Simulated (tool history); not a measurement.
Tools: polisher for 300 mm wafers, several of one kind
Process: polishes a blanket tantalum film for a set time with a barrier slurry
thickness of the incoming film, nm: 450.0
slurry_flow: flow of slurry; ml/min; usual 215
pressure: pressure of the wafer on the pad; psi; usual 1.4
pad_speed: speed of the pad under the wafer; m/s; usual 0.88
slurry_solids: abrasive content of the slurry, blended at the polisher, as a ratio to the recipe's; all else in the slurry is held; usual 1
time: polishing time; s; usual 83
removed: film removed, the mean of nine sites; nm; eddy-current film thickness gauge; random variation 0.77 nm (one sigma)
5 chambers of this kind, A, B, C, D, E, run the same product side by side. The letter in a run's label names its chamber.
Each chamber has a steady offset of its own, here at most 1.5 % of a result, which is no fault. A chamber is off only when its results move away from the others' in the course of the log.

Run 1A, hour 4.1: usual settings. Result: removed 91.925 nm.
Run 2E, hour 11.2: usual settings. Result: removed 91.831 nm.
Run 3D, hour 18.5: usual settings. Result: removed 92.355 nm.
At hour 22.2: chamber D: slurry nozzle cleaned.
Run 4B, hour 23.3: usual settings. Result: removed 90.873 nm.
At hour 25.9: chamber C: slurry blender recalibrated.
At hour 28.7: chamber D: worn pad replaced by a new one.
Run 5C, hour 31.7: usual settings but slurry_flow 290 ml/min, time 94 s. Result: removed 107.33 nm.
At hour 35.2: chamber C: worn pad replaced by a new one.
Run 6E, hour 36.8: usual settings but slurry_flow 290 ml/min, time 94 s. Result: removed 107.58 nm.
At hour 37.4: chamber E: slurry blender recalibrated.
Run 7A, hour 40.5: usual settings but slurry_flow 290 ml/min, time 94 s. Result: removed 106.23 nm.
Run 8D, hour 45.8: usual settings but slurry_flow 290 ml/min, time 94 s. Result: removed 109.09 nm.
At hour 48.4: chamber E: slurry nozzle cleaned.
Run 9B, hour 49.5: usual settings but slurry_flow 290 ml/min, time 94 s. Result: removed 107.71 nm.
Run 10C, hour 55.8: usual settings. Result: removed 92.884 nm.
At hour 57.7: chamber B: worn pad replaced by a new one.
Run 11E, hour 60.8: usual settings. Result: removed 92.319 nm.
Run 12B, hour 68.3: usual settings. Result: removed 91.902 nm.
At hour 74.1: chamber B: slurry blender recalibrated.
Run 13A, hour 75.3: usual settings. Result: removed 91.982 nm.
Run 14D, hour 79.4: usual settings. Result: removed 93.337 nm.
At hour 80.7: chamber A: slurry blender recalibrated.
Run 15C, hour 86.2: usual settings. Result: removed 92.892 nm.
Run 16C, hour 93.6: usual settings. Result: removed 91.675 nm.
Run 17D, hour 100.6: usual settings. Result: removed 92.295 nm.
At hour 102: chamber A: worn pad replaced by a new one.
Run 18A, hour 104.3: usual settings. Result: removed 92.229 nm.
At hour 111.1: chamber E: worn pad replaced by a new one.
Run 19E, hour 112: usual settings. Result: removed 92.192 nm.
At hour 116.7: chamber D: worn pad replaced by a new one.
Run 20B, hour 117.1: usual settings. Result: removed 90.638 nm.
At hour 120.1: chamber C: head pressure recalibrated.
Run 21A, hour 120.8: usual settings. Result: removed 91.148 nm.
Run 22E, hour 127.6: usual settings but pressure 1.8 psi. Result: removed 119.74 nm.
At hour 127.8: chamber D: head pressure recalibrated.
Run 23C, hour 133: usual settings but pressure 1.8 psi. Result: removed 132.43 nm.
Run 24B, hour 139.1: usual settings but pressure 1.8 psi. Result: removed 117.08 nm.
At hour 139.9: chamber C: slurry blender recalibrated.
Run 25D, hour 147.5: usual settings but pressure 1.8 psi. Result: removed 119.1 nm.
Run 26C, hour 153.3: usual settings but pressure 1.8 psi. Result: removed 130.19 nm.
Run 27E, hour 161.6: usual settings. Result: removed 91.527 nm.
Run 28D, hour 167.4: usual settings. Result: removed 92.42 nm.
Run 29A, hour 174.4: usual settings but pressure 1.8 psi, time 62 s. Result: removed 87.849 nm.
Run 30B, hour 180: usual settings but pressure 1.8 psi, time 62 s. Result: removed 88.808 nm.
Run 31E, hour 183.8: usual settings but pressure 1.8 psi, time 62 s. Result: removed 88.409 nm.
Run 32D, hour 189.5: usual settings but pressure 1.8 psi, time 62 s. Result: removed 88.921 nm.
Run 33C, hour 194.1: usual settings but pressure 1.8 psi, time 62 s. Result: removed 98.074 nm.
Run 34A, hour 198.1: usual settings. Result: removed 92.477 nm.
Run 35B, hour 202.6: usual settings but pad_speed 1.1 m/s, time 111 s. Result: removed 153.01 nm.

All 5 chambers run these settings next. Forecast each chamber's results:
Run 36A, hour 208.6: usual settings. Result: removed ?.
Run 36B, hour 208.6: usual settings. Result: removed ?.
Run 36C, hour 208.6: usual settings. Result: removed ?.
Run 36D, hour 208.6: usual settings. Result: removed ?.
Run 36E, hour 208.6: usual settings. Result: removed ?.

run  removed
36A   93.417
36B   90.384
36C   101.36
36D    94.32
36E   92.868
